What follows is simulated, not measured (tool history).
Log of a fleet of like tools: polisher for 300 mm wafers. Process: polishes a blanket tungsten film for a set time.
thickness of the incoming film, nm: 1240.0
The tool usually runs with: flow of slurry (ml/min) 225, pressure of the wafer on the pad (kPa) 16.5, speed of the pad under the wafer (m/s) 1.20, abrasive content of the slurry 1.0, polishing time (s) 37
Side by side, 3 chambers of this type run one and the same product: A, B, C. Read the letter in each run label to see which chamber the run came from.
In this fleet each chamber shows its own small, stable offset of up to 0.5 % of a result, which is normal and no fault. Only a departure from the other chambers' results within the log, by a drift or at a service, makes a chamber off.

run,hour,flow of slurry (ml/min),pressure of the wafer on the pad (kPa),speed of the pad under the wafer (m/s),abrasive content of the slurry,polishing time (s),film removed (nm)
# hour 9.4: chamber B: worn pad replaced by a new one
1A,10.0,225,16.5,1.20,1.0,37,127.47
2B,15.2,225,16.5,1.20,1.0,37,130.03
3C,24.8,225,16.5,1.20,1.0,37,129.30
# hour 25.1: chamber C: worn pad replaced by a new one
4A,31.1,225,16.5,1.20,1.0,37,131.27
# hour 34.0: chamber A: slurry blender recalibrated
5C,40.6,185,16.5,1.20,1.0,41,140.61
6B,46.0,185,16.5,1.20,1.0,41,142.90
# hour 52.7: chamber B: head pressure recalibrated
7B,55.1,185,16.5,1.20,1.0,41,143.01
# hour 64.6: chamber A: worn pad replaced by a new one
8A,66.0,225,16.5,1.20,0.9,37,128.48
# hour 72.5: chamber B: slurry tank refilled with fresh slurry and peroxide
9C,72.5,225,16.5,1.20,0.9,37,129.69
10B,78.0,225,16.5,1.20,0.9,37,127.40
11A,85.7,225,16.5,1.20,1.0,37,129.35
# hour 87.5: chamber C: slurry tank refilled with fresh slurry and peroxide
# hour 88.3: chamber A: slurry tank refilled with fresh slurry and peroxide
12C,96.1,225,16.5,1.20,1.0,37,131.22
# hour 98.8: chamber B: worn pad replaced by a new one
# hour 106.5: chamber C: worn pad replaced by a new one
13B,106.5,225,16.5,1.20,1.0,37,130.15
14C,116.7,225,16.5,1.20,1.0,37,128.93
15A,125.5,225,16.5,1.20,1.0,37,126.55
16B,132.3,225,16.5,1.20,1.0,37,133.41
# hour 138.1: chamber A: slurry blender recalibrated
17C,141.1,225,16.5,1.20,1.0,37,129.54
# hour 148.5: chamber A: worn pad replaced by a new one
18A,148.7,225,16.5,1.20,1.0,37,130.93
# hour 149.6: chamber A: head pressure recalibrated
19C,154.2,225,16.5,1.20,1.0,37,130.27
20A,165.1,225,19.3,1.52,1.0,37,188.78
21B,170.3,225,19.3,1.52,1.0,37,194.37
22A,177.0,225,19.3,1.52,1.0,37,192.54
23C,183.5,160,16.5,1.20,1.0,37,122.27
# hour 185.0: chamber B: worn pad replaced by a new one
# hour 187.8: chamber C: worn pad replaced by a new one
24B,194.0,160,16.5,1.20,1.0,37,128.93
# hour 196.6: chamber A: slurry tank refilled with fresh slurry and peroxide
25A,200.5,160,16.5,1.20,1.0,37,124.06
26C,211.2,225,16.5,1.20,1.0,37,131.88
27B,217.1,225,16.5,1.44,1.0,43,182.80

Does one chamber stand apart from the rest, does the shared gauge drift, or is all well apart from small per-chamber offsets? Give the chamber and the most likely cause, where there is one.

Nothing is wrong: each chamber keeps only its own small, steady offset and the gauge holds still.
